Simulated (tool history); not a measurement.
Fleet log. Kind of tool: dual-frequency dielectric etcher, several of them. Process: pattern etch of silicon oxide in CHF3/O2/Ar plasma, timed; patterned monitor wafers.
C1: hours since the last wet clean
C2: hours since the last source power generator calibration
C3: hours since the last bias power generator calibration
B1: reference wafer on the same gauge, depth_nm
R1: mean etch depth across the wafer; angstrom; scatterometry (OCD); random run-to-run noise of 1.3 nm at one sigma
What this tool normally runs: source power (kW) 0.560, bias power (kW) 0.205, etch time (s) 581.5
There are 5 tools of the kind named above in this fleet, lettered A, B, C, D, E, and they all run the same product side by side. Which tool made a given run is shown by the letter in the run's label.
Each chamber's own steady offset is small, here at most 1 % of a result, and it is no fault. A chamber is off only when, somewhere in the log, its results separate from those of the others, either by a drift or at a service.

{"run": "1B", "hour": 16.0, "source power (kW)": 0.56, "bias power (kW)": 0.205, "etch time (s)": 581.5, "C1": 193.4, "C2": 1582.6, "C3": 2382.7, "B1": 1360.2, "R1": 11673.0}
{"hour": 27.1, "done": "chamber E: wet clean of the chamber"}
{"run": "2A", "hour": 27.8, "source power (kW)": 0.56, "bias power (kW)": 0.205, "etch time (s)": 581.5, "C1": 389.9, "C2": 3471.3, "C3": 2902.5, "B1": 1360.4, "R1": 11754.0}
{"run": "3D", "hour": 36.3, "source power (kW)": 0.56, "bias power (kW)": 0.205, "etch time (s)": 581.5, "C1": 126.1, "C2": 373.7, "C3": 757.0, "B1": 1360.5, "R1": 11624.0}
{"run": "4E", "hour": 47.0, "source power (kW)": 0.56, "bias power (kW)": 0.205, "etch time (s)": 581.5, "C1": 20.0, "C2": 291.2, "C3": 860.3, "B1": 1360.3, "R1": 11621.0}
{"run": "5C", "hour": 55.1, "source power (kW)": 0.56, "bias power (kW)": 0.205, "etch time (s)": 581.5, "C1": 549.7, "C2": 2219.7, "C3": 1408.6, "B1": 1361.1, "R1": 11686.0}
{"run": "6A", "hour": 67.8, "source power (kW)": 0.56, "bias power (kW)": 0.205, "etch time (s)": 581.5, "C1": 429.9, "C2": 3511.3, "C3": 2942.5, "B1": 1360.7, "R1": 11782.0}
{"run": "7D", "hour": 78.6, "source power (kW)": 0.56, "bias power (kW)": 0.205, "etch time (s)": 581.5, "C1": 168.4, "C2": 416.0, "C3": 799.3, "B1": 1361.1, "R1": 11623.0}
{"run": "8C", "hour": 86.2, "source power (kW)": 0.56, "bias power (kW)": 0.205, "etch time (s)": 581.5, "C1": 580.8, "C2": 2250.8, "C3": 1439.7, "B1": 1361.1, "R1": 11672.0}
{"run": "9B", "hour": 97.9, "source power (kW)": 0.56, "bias power (kW)": 0.205, "etch time (s)": 581.5, "C1": 275.3, "C2": 1664.5, "C3": 2464.6, "B1": 1361.2, "R1": 11671.0}
{"run": "10E", "hour": 113.1, "source power (kW)": 0.56, "bias power (kW)": 0.205, "etch time (s)": 581.5, "C1": 86.1, "C2": 357.3, "C3": 926.4, "B1": 1360.9, "R1": 11602.0}
{"hour": 116.3, "done": "chamber C: wet clean of the chamber"}
{"run": "11D", "hour": 126.3, "source power (kW)": 0.56, "bias power (kW)": 0.205, "etch time (s)": 581.5, "C1": 216.1, "C2": 463.7, "C3": 847.0, "B1": 1361.9, "R1": 11634.0}
{"run": "12A", "hour": 136.0, "source power (kW)": 0.56, "bias power (kW)": 0.205, "etch time (s)": 581.5, "C1": 498.1, "C2": 3579.5, "C3": 3010.7, "B1": 1361.4, "R1": 11783.0}
{"run": "13B", "hour": 151.9, "source power (kW)": 0.56, "bias power (kW)": 0.205, "etch time (s)": 581.5, "C1": 329.3, "C2": 1718.5, "C3": 2518.6, "B1": 1362.3, "R1": 11680.0}
{"run": "14E", "hour": 162.3, "source power (kW)": 0.56, "bias power (kW)": 0.249, "etch time (s)": 581.5, "C1": 135.3, "C2": 406.5, "C3": 975.6, "B1": 1362.0, "R1": 12454.0}
{"run": "15C", "hour": 174.1, "source power (kW)": 0.56, "bias power (kW)": 0.249, "etch time (s)": 581.5, "C1": 57.9, "C2": 2338.7, "C3": 1527.6, "B1": 1362.1, "R1": 12501.0}
{"hour": 182.4, "done": "chamber A: wet clean of the chamber"}
{"run": "16D", "hour": 186.2, "source power (kW)": 0.56, "bias power (kW)": 0.249, "etch time (s)": 581.5, "C1": 276.0, "C2": 523.6, "C3": 906.9, "B1": 1361.8, "R1": 12455.0}
{"run": "17C", "hour": 199.4, "source power (kW)": 0.56, "bias power (kW)": 0.249, "etch time (s)": 581.5, "C1": 83.2, "C2": 2364.0, "C3": 1552.9, "B1": 1361.9, "R1": 12538.0}
{"run": "18A", "hour": 209.1, "source power (kW)": 0.56, "bias power (kW)": 0.249, "etch time (s)": 581.5, "C1": 26.7, "C2": 3652.6, "C3": 3083.8, "B1": 1362.1, "R1": 12630.0}
{"run": "19E", "hour": 224.5, "source power (kW)": 0.56, "bias power (kW)": 0.205, "etch time (s)": 581.5, "C1": 197.5, "C2": 468.7, "C3": 1037.8, "B1": 1362.3, "R1": 11619.0}
{"run": "20B", "hour": 234.3, "source power (kW)": 0.56, "bias power (kW)": 0.205, "etch time (s)": 581.5, "C1": 411.7, "C2": 1800.9, "C3": 2601.0, "B1": 1362.8, "R1": 11719.0}
{"run": "21B", "hour": 244.9, "source power (kW)": 0.56, "bias power (kW)": 0.205, "etch time (s)": 581.5, "C1": 422.3, "C2": 1811.5, "C3": 2611.6, "B1": 1363.1, "R1": 11692.0}
{"run": "22D", "hour": 253.4, "source power (kW)": 0.56, "bias power (kW)": 0.205, "etch time (s)": 581.5, "C1": 343.2, "C2": 590.8, "C3": 974.1, "B1": 1362.6, "R1": 11663.0}
{"run": "23A", "hour": 266.2, "source power (kW)": 0.56, "bias power (kW)": 0.205, "etch time (s)": 581.5, "C1": 83.8, "C2": 3709.7, "C3": 3140.9, "B1": 1363.1, "R1": 11816.0}
{"run": "24C", "hour": 277.9, "source power (kW)": 0.56, "bias power (kW)": 0.205, "etch time (s)": 581.5, "C1": 161.7, "C2": 2442.5, "C3": 1631.4, "B1": 1363.7, "R1": 11706.0}
{"run": "25E", "hour": 287.1, "source power (kW)": 0.56, "bias power (kW)": 0.205, "etch time (s)": 581.5, "C1": 260.1, "C2": 531.3, "C3": 1100.4, "B1": 1363.2, "R1": 11646.0}
{"run": "26D", "hour": 294.7, "source power (kW)": 0.56, "bias power (kW)": 0.205, "etch time (s)": 581.5, "C1": 384.5, "C2": 632.1, "C3": 1015.4, "B1": 1363.4, "R1": 11639.0}
{"hour": 298.7, "done": "chamber D: wet clean of the chamber"}
{"run": "27A", "hour": 301.8, "source power (kW)": 0.56, "bias power (kW)": 0.205, "etch time (s)": 581.5, "C1": 119.4, "C2": 3745.3, "C3": 3176.5, "B1": 1363.5, "R1": 11829.0}
{"hour": 308.4, "done": "chamber A: source power generator calibrated"}
{"run": "28C", "hour": 315.0, "source power (kW)": 0.56, "bias power (kW)": 0.175, "etch time (s)": 480.0, "C1": 198.8, "C2": 2479.6, "C3": 1668.5, "B1": 1364.1, "R1": 9149.8}
{"run": "29E", "hour": 328.7, "source power (kW)": 0.56, "bias power (kW)": 0.175, "etch time (s)": 480.0, "C1": 301.7, "C2": 572.9, "C3": 1142.0, "B1": 1363.7, "R1": 9106.0}
{"run": "30B", "hour": 341.9, "source power (kW)": 0.56, "bias power (kW)": 0.175, "etch time (s)": 480.0, "C1": 519.3, "C2": 1908.5, "C3": 2708.6, "B1": 1363.9, "R1": 9138.2}
{"hour": 347.1, "done": "chamber B: wet clean of the chamber"}
{"run": "31A", "hour": 356.7, "source power (kW)": 0.56, "bias power (kW)": 0.175, "etch time (s)": 480.0, "C1": 174.3, "C2": 48.3, "C3": 3231.4, "B1": 1364.0, "R1": 9232.9}
{"hour": 361.1, "done": "chamber E: wet clean of the chamber"}
{"run": "32B", "hour": 364.4, "source power (kW)": 0.56, "bias power (kW)": 0.175, "etch time (s)": 480.0, "C1": 17.4, "C2": 1931.0, "C3": 2731.1, "B1": 1364.5, "R1": 9145.3}
{"run": "33E", "hour": 372.5, "source power (kW)": 0.56, "bias power (kW)": 0.205, "etch time (s)": 581.5, "C1": 11.4, "C2": 616.7, "C3": 1185.8, "B1": 1364.2, "R1": 11639.0}
{"run": "34D", "hour": 383.7, "source power (kW)": 0.56, "bias power (kW)": 0.205, "etch time (s)": 581.5, "C1": 85.0, "C2": 721.1, "C3": 1104.4, "B1": 1364.6, "R1": 11662.0}
{"run": "35C", "hour": 395.3, "source power (kW)": 0.56, "bias power (kW)": 0.205, "etch time (s)": 581.5, "C1": 279.1, "C2": 2559.9, "C3": 1748.8, "B1": 1364.4, "R1": 11717.0}
{"run": "36D", "hour": 409.0, "source power (kW)": 0.56, "bias power (kW)": 0.205, "etch time (s)": 581.5, "C1": 110.3, "C2": 746.4, "C3": 1129.7, "B1": 1364.7, "R1": 11651.0}
{"run": "37C", "hour": 418.6, "source power (kW)": 0.56, "bias power (kW)": 0.205, "etch time (s)": 581.5, "C1": 302.4, "C2": 2583.2, "C3": 1772.1, "B1": 1364.9, "R1": 11697.0}
{"run": "38E", "hour": 432.6, "source power (kW)": 0.56, "bias power (kW)": 0.205, "etch time (s)": 581.5, "C1": 71.5, "C2": 676.8, "C3": 1245.9, "B1": 1365.0, "R1": 11662.0}
{"run": "39B", "hour": 441.7, "source power (kW)": 0.56, "bias power (kW)": 0.205, "etch time (s)": 581.5, "C1": 94.7, "C2": 2008.3, "C3": 2808.4, "B1": 1365.1, "R1": 11704.0}
{"run": "40A", "hour": 456.8, "source power (kW)": 0.56, "bias power (kW)": 0.205, "etch time (s)": 581.5, "C1": 274.4, "C2": 148.4, "C3": 3331.5, "B1": 1365.2, "R1": 11827.0}
{"run": "41C", "hour": 467.2, "source power (kW)": 0.56, "bias power (kW)": 0.205, "etch time (s)": 581.5, "C1": 351.0, "C2": 2631.8, "C3": 1820.7, "B1": 1365.3, "R1": 11747.0}
{"run": "42D", "hour": 478.7, "source power (kW)": 0.56, "bias power (kW)": 0.205, "etch time (s)": 581.5, "C1": 180.0, "C2": 816.1, "C3": 1199.4, "B1": 1365.1, "R1": 11654.0}
{"run": "43E", "hour": 490.4, "source power (kW)": 0.56, "bias power (kW)": 0.205, "etch time (s)": 581.5, "C1": 129.3, "C2": 734.6, "C3": 1303.7, "B1": 1365.2, "R1": 11669.0}
{"run": "44B", "hour": 505.6, "source power (kW)": 0.56, "bias power (kW)": 0.205, "etch time (s)": 715.5, "C1": 158.6, "C2": 2072.2, "C3": 2872.3, "B1": 1366.0, "R1": 14408.0}

Is one chamber out of step, is the gauge drifting, or do the chambers differ by no more than their own small offsets? For an off chamber, give its letter and the likeliest cause.

Gauge drift. The chambers move together only on paper, and none stands off.
Most likely cause: gauge reads high (%) = 0.438.
